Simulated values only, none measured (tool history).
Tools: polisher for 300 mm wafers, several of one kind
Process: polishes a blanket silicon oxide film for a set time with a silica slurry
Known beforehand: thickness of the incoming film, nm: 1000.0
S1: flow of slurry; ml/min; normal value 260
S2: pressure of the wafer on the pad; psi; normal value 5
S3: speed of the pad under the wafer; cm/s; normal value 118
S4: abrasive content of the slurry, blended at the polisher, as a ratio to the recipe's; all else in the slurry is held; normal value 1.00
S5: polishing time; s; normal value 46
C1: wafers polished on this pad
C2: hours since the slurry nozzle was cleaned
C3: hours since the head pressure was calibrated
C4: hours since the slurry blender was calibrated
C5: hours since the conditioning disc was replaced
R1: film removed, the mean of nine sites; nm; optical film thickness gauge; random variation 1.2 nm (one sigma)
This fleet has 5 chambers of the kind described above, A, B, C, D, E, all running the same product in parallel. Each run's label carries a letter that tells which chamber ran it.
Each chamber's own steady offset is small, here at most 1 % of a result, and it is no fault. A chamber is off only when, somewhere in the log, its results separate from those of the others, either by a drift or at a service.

run	day	S1	S2	S3	S4	S5	C1	C2	C3	C4	C5	R1
# day 0.050: chamber B: worn pad replaced by a new one
1C	0.129	260	5	118	1.00	46	223	308.5	107.7	67.4	247.0	183.16
# day 0.229: chamber A: slurry blender recalibrated
# day 0.229: chamber E: worn pad replaced by a new one
2B	0.238	260	5	118	1.00	46	66	127.2	725.2	146.2	159.4	185.22
3A	0.446	260	5	118	1.00	46	258	526.8	593.2	5.3	78.1	183.75
# day 0.588: chamber E: slurry blender recalibrated
4D	0.654	260	5	118	1.00	46	833	282.0	272.3	96.3	285.9	184.60
5E	0.821	260	5	118	1.00	46	208	123.9	52.0	5.6	266.6	185.52
# day 0.992: chamber A: slurry nozzle cleaned
6D	1.029	260	5	118	1.00	46	965	291.0	281.3	105.3	294.9	185.41
7A	1.138	260	5	118	1.00	46	501	3.5	609.8	21.9	94.7	184.13
8E	1.242	260	5	118	1.00	46	355	134.0	62.1	15.7	276.7	185.18
9B	1.342	260	5	118	0.75	46	453	153.7	751.7	172.7	185.9	159.70
10C	1.533	260	5	118	0.75	46	715	342.2	141.4	101.1	280.7	161.36
11A	1.717	260	5	118	0.75	46	704	17.4	623.7	35.8	108.6	160.01
# day 1.821: chamber D: worn pad replaced by a new one
12B	1.921	260	5	118	0.75	46	656	167.6	765.6	186.6	199.8	159.24
# day 2.042: chamber C: conditioning disc replaced and pad reconditioned
# day 2.100: chamber C: slurry nozzle cleaned
13C	2.108	260	5	118	0.75	46	917	0.3	155.2	114.9	1.6	161.79
# day 2.225: chamber B: worn pad replaced by a new one
14D	2.333	260	5	118	1.00	46	179	322.3	312.6	136.6	326.2	183.83
15E	2.467	260	5	118	1.00	46	784	163.4	91.5	45.1	306.1	183.45
# day 2.612: chamber A: worn pad replaced by a new one
16E	2.679	260	5	118	1.00	46	859	168.5	96.6	50.2	311.2	184.60
# day 2.775: chamber E: worn pad replaced by a new one
# day 2.833: chamber A: head pressure recalibrated
17D	2.875	260	5	118	1.00	46	369	335.3	325.6	149.6	339.2	183.66
18A	3.000	260	5	118	1.00	46	136	48.2	4.1	66.6	139.4	173.29
# day 3.146: chamber C: worn pad replaced by a new one
19B	3.150	260	5	118	1.00	46	324	197.1	795.1	216.1	229.3	184.82
20C	3.283	260	5	118	1.00	46	48	28.5	183.4	143.1	29.8	184.89
21B	3.475	260	5	118	1.00	46	438	204.9	802.9	223.9	237.1	183.75
22A	3.696	260	5	118	1.00	46	380	64.9	20.8	83.3	156.1	175.02
# day 3.729: chamber B: head pressure recalibrated
23E	3.896	260	5	118	1.00	46	393	197.7	125.8	79.4	340.4	184.67
24D	4.108	260	5	118	1.00	46	801	364.9	355.2	179.2	368.8	186.16
25C	4.217	260	5	118	1.00	46	376	50.9	205.8	165.5	52.2	182.66
26B	4.362	260	5	118	1.00	46	749	226.2	15.3	245.2	258.4	183.63
# day 4.371: chamber D: conditioning disc replaced and pad reconditioned
27D	4.562	260	5	118	1.00	46	960	375.8	366.1	190.1	4.7	186.84
28A	4.679	260	5	118	1.00	46	725	88.5	44.4	106.9	179.7	174.58
29E	4.833	260	5	118	1.00	46	721	220.2	148.3	101.9	362.9	185.35
30C	4.967	260	5	118	1.00	46	638	68.9	223.8	183.5	70.2	181.81
31A	5.067	260	5	118	1.00	61	860	97.8	53.7	116.2	189.0	230.47
32E	5.262	260	5	118	1.00	61	872	230.5	158.6	112.2	373.2	242.08

Which is it: a chamber that has drifted or been left off by a service, a gauge drift common to all chambers, or only each chamber's usual small offset? If a chamber is off, name it and its likeliest cause.

A service left chamber A off against the others.
What lies behind it: head's pressure below its setpoint, % = 4.97.

Chamber A could run next with any of the 4 candidate recipes listed below; each alters the usual settings, and their results appear as question marks. Which one brings its results back in line with what the other chambers deliver on the usual settings?
To be in line, a result may differ from the other chambers' mean on the usual settings by at most: R1 4.10 nm
33A-1	5.425	260	5.0	110	1.00	46						?
33A-2	5.425	260	5.1	120	1.00	47						?
33A-3	5.425	260	5.3	122	1.00	48						?
33A-4	5.425	260	4.6	112	1.00	46						?

What the other chambers average on the usual settings: R1 184.46 nm
run	R1
33A-1	164.15
33A-2	183.59
33A-3	197.50
33A-4	153.20
33A-2 brings the chamber back in line.

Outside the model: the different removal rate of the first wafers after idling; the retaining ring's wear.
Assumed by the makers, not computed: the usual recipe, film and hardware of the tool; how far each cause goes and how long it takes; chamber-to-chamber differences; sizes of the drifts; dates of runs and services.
